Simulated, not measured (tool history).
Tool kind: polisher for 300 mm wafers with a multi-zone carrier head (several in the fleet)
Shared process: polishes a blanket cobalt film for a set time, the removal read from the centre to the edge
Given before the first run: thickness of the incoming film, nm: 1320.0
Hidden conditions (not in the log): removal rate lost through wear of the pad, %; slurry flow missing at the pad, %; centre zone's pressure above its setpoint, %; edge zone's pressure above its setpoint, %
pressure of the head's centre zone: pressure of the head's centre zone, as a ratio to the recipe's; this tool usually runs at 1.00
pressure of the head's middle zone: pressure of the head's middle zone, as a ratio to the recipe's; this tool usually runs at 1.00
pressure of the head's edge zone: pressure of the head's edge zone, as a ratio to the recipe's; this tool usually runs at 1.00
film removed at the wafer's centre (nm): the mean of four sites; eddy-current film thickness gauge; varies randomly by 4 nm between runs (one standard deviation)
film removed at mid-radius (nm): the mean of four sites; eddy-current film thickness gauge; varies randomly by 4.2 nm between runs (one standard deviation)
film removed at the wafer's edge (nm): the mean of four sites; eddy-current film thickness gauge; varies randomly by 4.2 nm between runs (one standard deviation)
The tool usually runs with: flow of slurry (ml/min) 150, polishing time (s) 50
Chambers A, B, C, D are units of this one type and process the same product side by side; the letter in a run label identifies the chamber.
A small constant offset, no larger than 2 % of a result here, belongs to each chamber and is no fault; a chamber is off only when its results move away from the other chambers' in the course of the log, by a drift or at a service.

run	hour	flow of slurry (ml/min)	pressure of the head's centre zone	pressure of the head's middle zone	pressure of the head's edge zone	polishing time (s)	wafers polished on this pad	hours since the slurry nozzle was cleaned	hours since the centre zone pressure was calibrated	hours since the edge zone pressure was calibrated	film removed at the wafer's centre (nm)	film removed at mid-radius (nm)	film removed at the wafer's edge (nm)
1B	14.6	150	1.00	1.00	1.00	50	859	106.1	253.9	1294.4	336.83	337.34	338.91
# hour 18.3: chamber B: edge zone pressure recalibrated
2C	27.1	150	1.00	1.00	1.00	50	529	413.1	221.1	220.2	332.17	337.66	331.96
# hour 35.6: chamber A: worn pad replaced by a new one
3D	39.7	150	1.00	1.00	1.00	50	993	314.7	613.6	792.0	334.18	329.27	343.22
# hour 41.6: chamber B: worn pad replaced by a new one
4A	49.5	150	1.00	1.00	1.00	50	186	638.4	539.5	747.3	339.75	337.81	341.22
5A	58.1	150	0.95	0.95	1.00	50	301	647.0	548.1	755.9	327.42	323.61	339.03
6D	66.8	150	0.95	0.95	1.00	50	1356	341.8	640.7	819.1	316.64	316.42	341.70
# hour 69.8: chamber D: worn pad replaced by a new one
7C	82.8	150	0.95	0.95	1.00	50	1276	468.8	276.8	275.9	318.00	321.51	329.80
8B	91.7	150	0.95	0.95	1.00	50	672	183.2	331.0	73.4	319.60	313.08	337.61
9D	104.0	150	1.00	1.00	1.00	50	458	379.0	677.9	856.3	338.61	332.02	336.68
# hour 106.5: chamber A: worn pad replaced by a new one
10A	119.1	150	1.00	1.00	1.00	50	169	708.0	609.1	816.9	339.26	340.03	341.00
11C	135.4	150	1.00	1.00	1.00	50	1981	521.4	329.4	328.5	326.98	342.43	336.47
# hour 139.6: chamber A: edge zone pressure recalibrated
12B	144.8	150	1.00	1.00	1.00	50	1384	236.3	384.1	126.5	335.04	344.85	344.94
# hour 145.0: chamber B: worn pad replaced by a new one
13C	154.5	150	1.00	1.00	1.00	50	2238	540.5	348.5	347.6	329.05	331.84	334.70
# hour 156.0: chamber A: centre zone pressure recalibrated
14D	162.5	150	1.00	1.00	1.00	50	1243	437.5	736.4	914.8	341.59	328.88	330.00
# hour 165.7: chamber D: worn pad replaced by a new one
15B	172.5	150	1.00	1.00	1.00	50	368	264.0	411.8	154.2	340.50	338.27	343.44
16A	183.9	150	1.00	1.00	1.00	50	1038	772.8	27.9	44.4	347.38	336.14	334.39
# hour 185.4: chamber A: worn pad replaced by a new one
# hour 187.2: chamber C: centre zone pressure recalibrated
17D	197.8	150	1.00	1.00	1.00	50	430	472.8	771.7	950.1	337.84	332.68	337.63
# hour 206.6: chamber B: slurry nozzle cleaned
18A	208.6	150	1.00	1.00	1.00	50	312	797.5	52.6	69.1	330.82	344.16	335.53
19B	222.0	150	1.00	1.00	1.00	50	1032	15.4	461.3	203.7	335.52	336.31	337.60
20C	233.5	150	1.00	1.00	1.00	50	3297	619.5	46.4	426.6	315.32	319.06	312.07
# hour 234.8: chamber B: worn pad replaced by a new one
# hour 246.9: chamber A: worn pad replaced by a new one
# hour 247.4: chamber D: slurry nozzle cleaned
21D	247.8	150	1.00	1.00	1.00	50	1101	0.5	821.7	1000.1	335.62	336.71	339.88
# hour 262.0: chamber D: worn pad replaced by a new one
22C	263.8	150	1.00	1.00	1.00	50	3704	649.8	76.7	456.9	318.87	319.90	313.97
23B	271.3	150	1.00	1.00	1.00	50	490	64.7	510.6	253.0	338.62	343.56	339.60
24A	282.4	150	1.00	1.04	1.07	50	476	871.3	126.4	142.9	348.96	342.57	347.61
25B	294.4	150	1.00	1.04	1.07	50	800	87.8	533.7	276.1	339.65	346.84	348.77
26D	303.2	150	1.00	1.04	1.07	50	553	55.9	877.1	1055.5	337.06	338.21	352.35
27C	316.1	150	1.00	1.04	1.07	50	4405	702.1	129.0	509.2	307.73	312.39	315.58
# hour 319.4: chamber A: worn pad replaced by a new one
28A	328.8	185	1.00	1.00	1.04	50	126	917.7	172.8	189.3	359.99	352.60	362.55

All chambers now run identical settings, listed one chamber a line with results as question marks. What results will each chamber show?
29A	340.5	150	1.00	1.00	1.00	50					?	?	?
29B	340.5	150	1.00	1.00	1.00	50					?	?	?
29C	340.5	150	1.00	1.00	1.00	50					?	?	?
29D	340.5	150	1.00	1.00	1.00	50					?	?	?

run	film removed at the wafer's centre (nm)	film removed at mid-radius (nm)	film removed at the wafer's edge (nm)
29A	331.75	341.78	336.92
29B	335.82	334.27	338.23
29C	306.27	301.69	293.68
29D	338.85	326.12	334.62

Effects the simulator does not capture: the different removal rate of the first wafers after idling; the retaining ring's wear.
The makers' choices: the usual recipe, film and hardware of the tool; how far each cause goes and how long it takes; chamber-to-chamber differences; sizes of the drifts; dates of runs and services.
